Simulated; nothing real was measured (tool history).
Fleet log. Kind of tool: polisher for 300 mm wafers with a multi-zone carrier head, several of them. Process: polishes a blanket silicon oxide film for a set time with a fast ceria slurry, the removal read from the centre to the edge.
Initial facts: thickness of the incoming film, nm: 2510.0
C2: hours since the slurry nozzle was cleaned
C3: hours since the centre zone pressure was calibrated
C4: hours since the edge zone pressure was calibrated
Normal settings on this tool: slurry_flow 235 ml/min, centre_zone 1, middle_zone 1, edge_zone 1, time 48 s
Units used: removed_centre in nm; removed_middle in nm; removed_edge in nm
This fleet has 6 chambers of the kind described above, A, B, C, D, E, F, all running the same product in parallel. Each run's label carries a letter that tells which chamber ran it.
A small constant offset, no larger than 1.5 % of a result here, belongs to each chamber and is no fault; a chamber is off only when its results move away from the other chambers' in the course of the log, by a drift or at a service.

run 1C hour=5.8 | slurry_flow=235 centre_zone=1 middle_zone=1 edge_zone=1 time=48 | wafers_polished_on_this_pad=622 C2=572.3 C3=239.7 C4=637.2 | removed_centre=720.35 removed_middle=719.14 removed_edge=714.76
-- hour=11 chamber C: worn pad replaced by a new one
run 2A hour=12.5 | slurry_flow=235 centre_zone=1 middle_zone=1 edge_zone=1 time=48 | wafers_polished_on_this_pad=148 C2=364.1 C3=788.3 C4=811.9 | removed_centre=716.06 removed_middle=706.68 removed_edge=726.63
run 3D hour=21.3 | slurry_flow=235 centre_zone=1 middle_zone=1 edge_zone=1 time=48 | wafers_polished_on_this_pad=1092 C2=305.8 C3=1019.2 C4=1085.8 | removed_centre=710.09 removed_middle=728.83 removed_edge=719.51
run 4E hour=28.8 | slurry_flow=235 centre_zone=1 middle_zone=1 edge_zone=1 time=48 | wafers_polished_on_this_pad=473 C2=509.4 C3=272 C4=107.6 | removed_centre=712.25 removed_middle=712.01 removed_edge=703.3
-- hour=31.7 chamber D: worn pad replaced by a new one
-- hour=35.8 chamber F: worn pad replaced by a new one
run 5B hour=37.7 | slurry_flow=235 centre_zone=1 middle_zone=1 edge_zone=1 time=48 | wafers_polished_on_this_pad=795 C2=265.2 C3=1269.2 C4=287.8 | removed_centre=717.74 removed_middle=713.84 removed_edge=714.92
run 6F hour=43.9 | slurry_flow=235 centre_zone=1 middle_zone=1 edge_zone=1 time=48 | wafers_polished_on_this_pad=67 C2=74.1 C3=521.8 C4=983.6 | removed_centre=721.22 removed_middle=726.62 removed_edge=713.24
-- hour=44.5 chamber D: centre zone pressure recalibrated
run 7C hour=51.3 | slurry_flow=235 centre_zone=1 middle_zone=1.05 edge_zone=1.11 time=48 | wafers_polished_on_this_pad=335 C2=617.8 C3=285.2 C4=682.7 | removed_centre=707.41 removed_middle=762.85 removed_edge=781.36
run 8A hour=56.1 | slurry_flow=235 centre_zone=1 middle_zone=1.05 edge_zone=1.11 time=48 | wafers_polished_on_this_pad=511 C2=407.7 C3=831.9 C4=855.5 | removed_centre=731.45 removed_middle=735.86 removed_edge=738
run 9E hour=61.2 | slurry_flow=235 centre_zone=1 middle_zone=1.05 edge_zone=1.11 time=48 | wafers_polished_on_this_pad=742 C2=541.8 C3=304.4 C4=140 | removed_centre=712.96 removed_middle=741.35 removed_edge=766.03
-- hour=68 chamber A: worn pad replaced by a new one
run 10D hour=70.6 | slurry_flow=235 centre_zone=1 middle_zone=1.05 edge_zone=1.11 time=48 | wafers_polished_on_this_pad=324 C2=355.1 C3=26.1 C4=1135.1 | removed_centre=730.39 removed_middle=754.95 removed_edge=752.6
run 11F hour=77.3 | slurry_flow=235 centre_zone=1 middle_zone=1.05 edge_zone=1.11 time=48 | wafers_polished_on_this_pad=345 C2=107.5 C3=555.2 C4=1017 | removed_centre=720.98 removed_middle=752.32 removed_edge=751.64
-- hour=78.7 chamber B: worn pad replaced by a new one
run 12B hour=81.8 | slurry_flow=235 centre_zone=1 middle_zone=1.05 edge_zone=1.11 time=48 | wafers_polished_on_this_pad=26 C2=309.3 C3=1313.3 C4=331.9 | removed_centre=725.32 removed_middle=749.73 removed_edge=755.89
-- hour=83.4 chamber E: worn pad replaced by a new one
run 13D hour=86.2 | slurry_flow=235 centre_zone=1 middle_zone=1 edge_zone=1 time=53 | wafers_polished_on_this_pad=453 C2=370.7 C3=41.7 C4=1150.7 | removed_centre=803.85 removed_middle=809.01 removed_edge=787.12
-- hour=90.4 chamber C: worn pad replaced by a new one
run 14A hour=90.9 | slurry_flow=235 centre_zone=1 middle_zone=1 edge_zone=1 time=53 | wafers_polished_on_this_pad=191 C2=442.5 C3=866.7 C4=890.3 | removed_centre=801.59 removed_middle=793.23 removed_edge=800.72
run 15F hour=98 | slurry_flow=235 centre_zone=1 middle_zone=1 edge_zone=1 time=53 | wafers_polished_on_this_pad=517 C2=128.2 C3=575.9 C4=1037.7 | removed_centre=801.72 removed_middle=794.62 removed_edge=773.82
run 16B hour=105 | slurry_flow=235 centre_zone=1 middle_zone=1 edge_zone=1 time=53 | wafers_polished_on_this_pad=219 C2=332.5 C3=1336.5 C4=355.1 | removed_centre=807.19 removed_middle=787.95 removed_edge=781.05
-- hour=112.6 chamber F: worn pad replaced by a new one
run 17C hour=113.3 | slurry_flow=235 centre_zone=1 middle_zone=1 edge_zone=1 time=53 | wafers_polished_on_this_pad=190 C2=679.8 C3=347.2 C4=744.7 | removed_centre=779.81 removed_middle=793.85 removed_edge=772.23
run 18E hour=119 | slurry_flow=235 centre_zone=1 middle_zone=1 edge_zone=1 time=53 | wafers_polished_on_this_pad=296 C2=599.6 C3=362.2 C4=197.8 | removed_centre=773.98 removed_middle=792.02 removed_edge=805.61
run 19B hour=126.8 | slurry_flow=235 centre_zone=1 middle_zone=1 edge_zone=1 time=48 | wafers_polished_on_this_pad=400 C2=354.3 C3=1358.3 C4=376.9 | removed_centre=721.8 removed_middle=715.01 removed_edge=720.66
-- hour=132.7 chamber D: edge zone pressure recalibrated
run 20A hour=136.7 | slurry_flow=235 centre_zone=1 middle_zone=1 edge_zone=1 time=48 | wafers_polished_on_this_pad=572 C2=488.3 C3=912.5 C4=936.1 | removed_centre=708.6 removed_middle=716.37 removed_edge=703.98
-- hour=139.4 chamber A: worn pad replaced by a new one
run 21D hour=143.6 | slurry_flow=235 centre_zone=1 middle_zone=1 edge_zone=1 time=48 | wafers_polished_on_this_pad=931 C2=428.1 C3=99.1 C4=10.9 | removed_centre=736.52 removed_middle=725.38 removed_edge=742.56
-- hour=149.6 chamber A: slurry nozzle cleaned
run 22E hour=150.5 | slurry_flow=235 centre_zone=1 middle_zone=1 edge_zone=1 time=48 | wafers_polished_on_this_pad=558 C2=631.1 C3=393.7 C4=229.3 | removed_centre=708.39 removed_middle=716.46 removed_edge=719.21
-- hour=155.6 chamber C: slurry nozzle cleaned
run 23C hour=159.8 | slurry_flow=235 centre_zone=1 middle_zone=1 edge_zone=1 time=48 | wafers_polished_on_this_pad=577 C2=4.3 C3=393.7 C4=791.2 | removed_centre=702.17 removed_middle=721.97 removed_edge=714.48
-- hour=160.3 chamber C: worn pad replaced by a new one
run 24F hour=167.1 | slurry_flow=235 centre_zone=1 middle_zone=1 edge_zone=1 time=48 | wafers_polished_on_this_pad=453 C2=197.3 C3=645 C4=1106.8 | removed_centre=718.59 removed_middle=717.56 removed_edge=695.97
run 25A hour=173.8 | slurry_flow=235 centre_zone=1 middle_zone=1 edge_zone=0.92 time=48 | wafers_polished_on_this_pad=286 C2=24.3 C3=949.6 C4=973.2 | removed_centre=722.29 removed_middle=712.97 removed_edge=699.07
run 26C hour=180.6 | slurry_flow=235 centre_zone=1 middle_zone=1 edge_zone=0.92 time=48 | wafers_polished_on_this_pad=168 C2=25.1 C3=414.5 C4=812 | removed_centre=716.98 removed_middle=720.03 removed_edge=699.69
-- hour=183.2 chamber E: slurry nozzle cleaned
run 27D hour=187 | slurry_flow=235 centre_zone=1 middle_zone=1 edge_zone=0.92 time=48 | wafers_polished_on_this_pad=1292 C2=471.5 C3=142.5 C4=54.3 | removed_centre=727.88 removed_middle=733.07 removed_edge=692.19
-- hour=189.1 chamber F: worn pad replaced by a new one
-- hour=191.2 chamber D: worn pad replaced by a new one
-- hour=194.1 chamber E: worn pad replaced by a new one
run 28B hour=194.6 | slurry_flow=235 centre_zone=1 middle_zone=1 edge_zone=0.92 time=48 | wafers_polished_on_this_pad=964 C2=422.1 C3=1426.1 C4=444.7 | removed_centre=727.21 removed_middle=716.08 removed_edge=709.94
run 29F hour=200.5 | slurry_flow=235 centre_zone=1 middle_zone=1 edge_zone=0.92 time=48 | wafers_polished_on_this_pad=94 C2=230.7 C3=678.4 C4=1140.2 | removed_centre=714.02 removed_middle=726.85 removed_edge=686.22
-- hour=202.5 chamber B: slurry nozzle cleaned
-- hour=205.9 chamber B: centre zone pressure recalibrated
run 30E hour=206.4 | slurry_flow=235 centre_zone=1 middle_zone=1 edge_zone=0.92 time=48 | wafers_polished_on_this_pad=102 C2=23.3 C3=449.6 C4=285.2 | removed_centre=719.46 removed_middle=717.25 removed_edge=704.98
-- hour=206.6 chamber A: worn pad replaced by a new one
-- hour=209 chamber B: edge zone pressure recalibrated
-- hour=209.5 chamber B: worn pad replaced by a new one
-- hour=209.8 chamber D: slurry nozzle cleaned
run 31D hour=212.8 | slurry_flow=195 centre_zone=1.05 middle_zone=1 edge_zone=1 time=48 | wafers_polished_on_this_pad=180 C2=3 C3=168.3 C4=80.1 | removed_centre=765.28 removed_middle=706.5 removed_edge=695
run 32B hour=222.4 | slurry_flow=195 centre_zone=1.05 middle_zone=1 edge_zone=1 time=48 | wafers_polished_on_this_pad=107 C2=19.9 C3=16.6 C4=13.5 | removed_centre=739.93 removed_middle=694.38 removed_edge=714.3
-- hour=222.5 chamber F: edge zone pressure recalibrated
run 33A hour=228.1 | slurry_flow=195 centre_zone=1.05 middle_zone=1 edge_zone=1 time=48 | wafers_polished_on_this_pad=179 C2=78.6 C3=1003.9 C4=1027.5 | removed_centre=742.49 removed_middle=697.35 removed_edge=684.44
run 34F hour=232.9 | slurry_flow=195 centre_zone=1.05 middle_zone=1 edge_zone=1 time=48 | wafers_polished_on_this_pad=364 C2=263.1 C3=710.8 C4=10.5 | removed_centre=745.35 removed_middle=700.35 removed_edge=702.86
run 35E hour=239 | slurry_flow=195 centre_zone=1.05 middle_zone=1 edge_zone=1 time=48 | wafers_polished_on_this_pad=374 C2=55.9 C3=482.2 C4=317.8 | removed_centre=731.26 removed_middle=696.21 removed_edge=702.3
-- hour=245.6 chamber C: worn pad replaced by a new one
run 36C hour=248.8 | slurry_flow=195 centre_zone=1.05 middle_zone=1 edge_zone=1 time=48 | wafers_polished_on_this_pad=27 C2=93.3 C3=482.7 C4=880.2 | removed_centre=720.57 removed_middle=704.74 removed_edge=718.75
run 37D hour=254.3 | slurry_flow=235 centre_zone=1 middle_zone=1 edge_zone=1 time=48 | wafers_polished_on_this_pad=525 C2=44.5 C3=209.8 C4=121.6 | removed_centre=721.19 removed_middle=722.7 removed_edge=718.68
run 38B hour=261 | slurry_flow=235 centre_zone=1 middle_zone=1 edge_zone=1 time=48 | wafers_polished_on_this_pad=428 C2=58.5 C3=55.2 C4=52.1 | removed_centre=713.05 removed_middle=722.43 removed_edge=725.17
run 39E hour=266.2 | slurry_flow=235 centre_zone=1 middle_zone=1 edge_zone=1 time=48 | wafers_polished_on_this_pad=600 C2=83.1 C3=509.4 C4=345 | removed_centre=706.5 removed_middle=712.89 removed_edge=724.17
-- hour=273 chamber F: worn pad replaced by a new one
run 40F hour=275.3 | slurry_flow=235 centre_zone=1 middle_zone=1 edge_zone=1 time=48 | wafers_polished_on_this_pad=19 C2=305.5 C3=753.2 C4=52.9 | removed_centre=719.92 removed_middle=720.42 removed_edge=715.94
-- hour=277.5 chamber A: worn pad replaced by a new one
run 41A hour=283.6 | slurry_flow=235 centre_zone=1 middle_zone=1 edge_zone=1 time=48 | wafers_polished_on_this_pad=50 C2=134.1 C3=1059.4 C4=1083 | removed_centre=722.96 removed_middle=711.23 removed_edge=732.82
run 42C hour=293.3 | slurry_flow=235 centre_zone=1 middle_zone=1 edge_zone=1 time=48 | wafers_polished_on_this_pad=397 C2=137.8 C3=527.2 C4=924.7 | removed_centre=721.77 removed_middle=720.2 removed_edge=737.39
run 43B hour=300.6 | slurry_flow=190 centre_zone=1 middle_zone=1 edge_zone=1 time=48 | wafers_polished_on_this_pad=758 C2=98.1 C3=94.8 C4=91.7 | removed_centre=690.98 removed_middle=702.16 removed_edge=713.95
run 44A hour=310 | slurry_flow=190 centre_zone=1 middle_zone=1 edge_zone=1 time=48 | wafers_polished_on_this_pad=270 C2=160.5 C3=1085.8 C4=1109.4 | removed_centre=697.65 removed_middle=692.29 removed_edge=695.01

Has any chamber moved away from the others, gradually or after a service, or does the common gauge drift, or do the chambers differ only by their own small steady offsets? State the chamber and the most likely cause if one applies.

Beyond each chamber's small constant offset nothing stands out, and the gauge stays steady.

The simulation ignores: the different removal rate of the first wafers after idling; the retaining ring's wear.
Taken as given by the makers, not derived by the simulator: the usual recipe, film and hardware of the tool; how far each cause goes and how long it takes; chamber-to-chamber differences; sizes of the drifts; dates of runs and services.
